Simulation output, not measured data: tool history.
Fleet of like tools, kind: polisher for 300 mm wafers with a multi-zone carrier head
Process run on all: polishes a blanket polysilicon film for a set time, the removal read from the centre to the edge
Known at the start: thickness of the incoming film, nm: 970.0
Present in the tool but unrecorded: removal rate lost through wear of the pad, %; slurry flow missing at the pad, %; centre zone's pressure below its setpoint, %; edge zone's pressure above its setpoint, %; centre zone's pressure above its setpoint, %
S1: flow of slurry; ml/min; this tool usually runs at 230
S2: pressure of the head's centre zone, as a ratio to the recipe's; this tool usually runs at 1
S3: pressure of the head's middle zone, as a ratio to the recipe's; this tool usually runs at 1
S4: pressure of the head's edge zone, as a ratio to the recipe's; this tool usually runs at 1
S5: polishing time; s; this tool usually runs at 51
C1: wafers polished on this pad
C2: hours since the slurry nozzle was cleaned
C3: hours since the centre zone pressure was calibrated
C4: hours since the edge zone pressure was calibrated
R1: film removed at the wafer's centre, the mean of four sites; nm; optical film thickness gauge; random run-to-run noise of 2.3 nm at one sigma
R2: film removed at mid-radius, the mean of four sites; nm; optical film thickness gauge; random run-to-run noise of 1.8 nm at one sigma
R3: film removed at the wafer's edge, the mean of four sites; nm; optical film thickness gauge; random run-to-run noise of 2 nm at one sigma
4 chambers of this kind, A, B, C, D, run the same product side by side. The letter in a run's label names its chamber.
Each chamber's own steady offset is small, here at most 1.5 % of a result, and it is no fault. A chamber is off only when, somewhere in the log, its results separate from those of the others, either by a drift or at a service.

run,hour,S1,S2,S3,S4,S5,C1,C2,C3,C4,R1,R2,R3
# hour 0.8: chamber D: worn pad replaced by a new one
1D,6,230,1,1,1,51,34,622.3,56.9,366.8,166.45,175.02,172.99
2B,12.7,230,1,1,1,51,583,217.4,976.3,141.1,169.38,168.15,169.81
3A,17.6,230,1,1,1,51,501,713.8,377.1,485.9,170.67,165.88,167.19
4C,21.3,230,1,1,1,51,168,196.9,213.5,445.9,169.33,165.53,165.29
# hour 22.9: chamber B: slurry nozzle cleaned
# hour 25.6: chamber A: slurry nozzle cleaned
5C,27,230,1,1,1,51,206,202.6,219.2,451.6,165.92,168.79,167.18
6A,32.7,230,1,1,1,51,602,7.1,392.2,501,167.67,167.45,168.85
7B,39.8,230,1,1,1,51,765,16.9,1003.4,168.2,171.81,168.07,165.58
8D,46.6,230,1,1,1,51,306,662.9,97.5,407.4,167.45,170.54,169.53
9A,51.2,230,1,1,1,51,726,25.6,410.7,519.5,170.83,169.63,167.2
# hour 54.4: chamber A: worn pad replaced by a new one
10B,58.4,230,1,1,1,51,889,35.5,1022,186.8,165.15,168.15,169.53
# hour 58.8: chamber A: centre zone pressure recalibrated
# hour 63.4: chamber B: worn pad replaced by a new one
11D,66.3,230,1,0.92,1,51,438,682.6,117.2,427.1,161.14,155.41,165.45
# hour 66.6: chamber C: worn pad replaced by a new one
# hour 69.7: chamber D: slurry nozzle cleaned
12C,71.1,230,1,0.92,1,51,30,246.7,263.3,495.7,167.07,154.28,163.85
13B,74.8,230,1,0.92,1,51,76,51.9,1038.4,203.2,168.33,155.76,165.52
14C,79.5,230,1,0.92,1,51,86,255.1,271.7,504.1,166.69,157.16,169.22
# hour 79.7: chamber A: edge zone pressure recalibrated
# hour 82.2: chamber C: edge zone pressure recalibrated
15A,83.3,230,1,1,1,51,193,57.7,24.5,3.7,155.52,168.87,168.13
16D,91,230,1,1,0.94,67,604,21.3,141.9,451.8,220.49,220.27,214.52
# hour 97.7: chamber C: slurry nozzle cleaned
17D,97.8,230,1,1,0.94,67,649,28.1,148.7,458.6,210.55,225.6,209.49
18A,105.8,230,1,1,0.94,67,344,80.2,47,26.2,201.57,222.8,215.47
19B,112.7,230,1,1,0.94,67,330,89.8,1076.3,241.1,224.02,217.66,213.66
20C,116.9,230,1,1,1,51,337,19.2,309.1,34.8,170.36,166.74,169.08
21B,121.1,230,1,1,1,51,386,98.2,1084.7,249.5,168.46,164.93,169.58
22D,126.2,230,1,1,1,51,839,56.5,177.1,487,170.16,167.93,166.46
23C,134.5,230,1,1,1,51,454,36.8,326.7,52.4,166.39,168.12,165.83
24A,141.9,230,1,1,1.09,51,586,116.3,83.1,62.3,150.74,168.07,176.76
25D,148.3,230,1,1,1.09,51,987,78.6,199.2,509.1,168.56,171.98,177.98
# hour 151.3: chamber C: worn pad replaced by a new one
26C,156.6,230,1,1,1.09,51,35,58.9,348.8,74.5,170.47,167.75,173.28
27B,161.5,230,1,1,1.09,51,657,138.6,1125.1,289.9,172.43,171,174.01
28A,168.4,230,1,1,1,51,763,142.8,109.6,88.8,152.05,169.03,169.98
29C,173.7,230,1,1,1,51,150,76,365.9,91.6,169.24,170.65,168.09
# hour 175.4: chamber A: worn pad replaced by a new one
# hour 175.7: chamber B: worn pad replaced by a new one
30A,178.7,230,1,1,1,51,22,153.1,119.9,99.1,148.73,170.18,170.13
# hour 184.6: chamber D: worn pad replaced by a new one
31B,185.9,230,1,1,1,51,68,163,1149.5,314.3,166.18,171.12,169.79
32D,193.3,230,1,1,1,51,58,123.6,244.2,554.1,167.03,172.45,165.99

Which is it: a chamber that has drifted or been left off by a service, a gauge drift common to all chambers, or only each chamber's usual small offset? If a chamber is off, name it and its likeliest cause.

Chamber A came out of a service off from its peers and stayed that way.
Most likely cause: centre zone's pressure below its setpoint, % = 9.09.

Which of the 4 candidates below, each the usual settings with something changed and its results left as question marks, puts chamber A back in line with what the other chambers give on the usual settings?
Counts as in line when no further than this from what the other chambers average on the usual settings: R1 8.1 nm; R2 6.2 nm; R3 6.8 nm
33A-1,199.3,225,0.91,1.01,1.04,51,,,,,?,?,?
33A-2,199.3,245,1.17,0.98,0.93,52,,,,,?,?,?
33A-3,199.3,220,0.84,1.02,1.06,51,,,,,?,?,?
33A-4,199.3,235,1.09,0.99,0.96,51,,,,,?,?,?

Usual-settings mean across the other chambers: R1 168.44 nm; R2 169.14 nm; R3 167.88 nm
run,R1,R2,R3
33A-1,136.88,170.72,171.89
33A-2,185.53,170.94,166.66
33A-3,124.91,171.82,173.26
33A-4,167.64,168.42,165.49
33A-4 is the one that brings the chamber's results back in line with the other chambers.
